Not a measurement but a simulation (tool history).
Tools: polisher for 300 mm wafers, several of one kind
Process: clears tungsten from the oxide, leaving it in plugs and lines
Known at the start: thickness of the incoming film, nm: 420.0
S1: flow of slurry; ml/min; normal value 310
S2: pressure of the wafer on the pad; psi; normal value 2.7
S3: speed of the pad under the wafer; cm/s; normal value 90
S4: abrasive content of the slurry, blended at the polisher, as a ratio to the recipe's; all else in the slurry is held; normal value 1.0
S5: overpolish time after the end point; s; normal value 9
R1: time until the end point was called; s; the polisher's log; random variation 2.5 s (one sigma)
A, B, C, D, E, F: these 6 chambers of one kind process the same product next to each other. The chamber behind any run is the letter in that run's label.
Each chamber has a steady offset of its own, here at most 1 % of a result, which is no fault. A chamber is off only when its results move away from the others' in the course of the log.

-- day=0.162 chamber A: slurry tank refilled with fresh slurry and peroxide
run 1A day=0.167 | S1=310 S2=2.7 S3=90 S4=1.0 S5=9 | R1=134.42
run 2E day=0.279 | S1=310 S2=2.7 S3=90 S4=1.0 S5=9 | R1=134.83
run 3C day=0.454 | S1=310 S2=2.7 S3=90 S4=1.0 S5=9 | R1=137.88
-- day=0.504 chamber B: head pressure recalibrated
run 4B day=0.617 | S1=310 S2=2.7 S3=90 S4=1.0 S5=9 | R1=133.74
-- day=0.671 chamber E: slurry tank refilled with fresh slurry and peroxide
-- day=0.725 chamber B: slurry tank refilled with fresh slurry and peroxide
run 5D day=0.779 | S1=310 S2=2.7 S3=78 S4=1.0 S5=9 | R1=153.67
-- day=0.875 chamber E: slurry blender recalibrated
run 6F day=0.888 | S1=310 S2=2.7 S3=78 S4=1.0 S5=9 | R1=160.58
run 7E day=1.046 | S1=310 S2=2.7 S3=78 S4=1.0 S5=9 | R1=156.77
run 8A day=1.154 | S1=310 S2=2.7 S3=78 S4=1.0 S5=9 | R1=158.05
-- day=1.288 chamber F: worn pad replaced by a new one
run 9C day=1.312 | S1=310 S2=2.7 S3=78 S4=1.0 S5=9 | R1=156.54
-- day=1.354 chamber C: worn pad replaced by a new one
run 10B day=1.412 | S1=310 S2=2.7 S3=78 S4=1.0 S5=9 | R1=158.53
-- day=1.504 chamber D: slurry tank refilled with fresh slurry and peroxide
run 11F day=1.529 | S1=310 S2=2.7 S3=90 S4=1.0 S5=9 | R1=133.68
run 12D day=1.642 | S1=310 S2=2.7 S3=90 S4=1.0 S5=9 | R1=135.10
run 13A day=1.788 | S1=310 S2=2.7 S3=90 S4=1.0 S5=9 | R1=135.21
-- day=1.808 chamber F: slurry nozzle cleaned
run 14B day=1.929 | S1=310 S2=2.7 S3=90 S4=1.0 S5=9 | R1=132.82
run 15D day=2.096 | S1=310 S2=3.2 S3=90 S4=1.0 S5=9 | R1=108.66
run 16C day=2.279 | S1=310 S2=3.2 S3=90 S4=1.0 S5=9 | R1=116.70
run 17E day=2.425 | S1=310 S2=3.2 S3=90 S4=1.0 S5=9 | R1=113.48
run 18F day=2.546 | S1=310 S2=3.2 S3=90 S4=1.0 S5=9 | R1=126.26
-- day=2.583 chamber D: worn pad replaced by a new one
run 19C day=2.646 | S1=310 S2=3.2 S3=90 S4=1.0 S5=9 | R1=116.18
-- day=2.754 chamber E: slurry tank refilled with fresh slurry and peroxide
run 20E day=2.833 | S1=310 S2=3.2 S3=90 S4=1.0 S5=9 | R1=114.20
-- day=2.912 chamber B: worn pad replaced by a new one
run 21F day=2.975 | S1=310 S2=2.7 S3=90 S4=1.0 S5=9 | R1=148.78
run 22A day=3.112 | S1=310 S2=2.7 S3=90 S4=1.0 S5=9 | R1=135.93
run 23B day=3.242 | S1=310 S2=2.7 S3=90 S4=1.0 S5=9 | R1=134.27
run 24D day=3.338 | S1=310 S2=2.7 S3=90 S4=1.0 S5=9 | R1=137.81
run 25C day=3.467 | S1=310 S2=2.7 S3=90 S4=1.0 S5=9 | R1=140.81
run 26D day=3.562 | S1=310 S2=2.7 S3=90 S4=1.0 S5=9 | R1=136.28
run 27F day=3.725 | S1=310 S2=2.7 S3=90 S4=1.0 S5=9 | R1=154.19
run 28A day=3.829 | S1=310 S2=2.7 S3=90 S4=1.0 S5=9 | R1=131.19
-- day=3.942 chamber C: slurry tank refilled with fresh slurry and peroxide
run 29E day=3.983 | S1=310 S2=2.7 S3=90 S4=1.0 S5=9 | R1=138.80
run 30B day=4.150 | S1=310 S2=2.7 S3=90 S4=0.8 S5=9 | R1=143.95
-- day=4.238 chamber C: worn pad replaced by a new one
run 31F day=4.267 | S1=310 S2=2.7 S3=90 S4=0.8 S5=9 | R1=165.69
run 32D day=4.429 | S1=310 S2=2.7 S3=90 S4=0.8 S5=9 | R1=142.96
-- day=4.571 chamber E: slurry tank refilled with fresh slurry and peroxide
run 33B day=4.592 | S1=310 S2=2.7 S3=90 S4=0.8 S5=9 | R1=145.66
-- day=4.617 chamber A: worn pad replaced by a new one
run 34C day=4.721 | S1=310 S2=2.7 S3=90 S4=0.8 S5=9 | R1=142.76
-- day=4.846 chamber A: slurry tank refilled with fresh slurry and peroxide
-- day=4.862 chamber E: worn pad replaced by a new one
run 35A day=4.896 | S1=310 S2=2.7 S3=90 S4=0.8 S5=9 | R1=147.42
run 36E day=5.029 | S1=310 S2=2.7 S3=90 S4=1.0 S5=9 | R1=138.62
run 37A day=5.196 | S1=310 S2=2.7 S3=90 S4=1.0 S5=9 | R1=134.85

Predict what each chamber gives when all 6 of them run the settings below next.
run 38A day=5.342 | S1=310 S2=2.7 S3=90 S4=1.0 S5=12 | R1=?
run 38B day=5.342 | S1=310 S2=2.7 S3=90 S4=1.0 S5=12 | R1=?
run 38C day=5.342 | S1=310 S2=2.7 S3=90 S4=1.0 S5=12 | R1=?
run 38D day=5.342 | S1=310 S2=2.7 S3=90 S4=1.0 S5=12 | R1=?
run 38E day=5.342 | S1=310 S2=2.7 S3=90 S4=1.0 S5=12 | R1=?
run 38F day=5.342 | S1=310 S2=2.7 S3=90 S4=1.0 S5=12 | R1=?

run=38A R1=136.50
run=38B R1=134.47
run=38C R1=133.09
run=38D R1=132.12
run=38E R1=133.85
run=38F R1=166.39
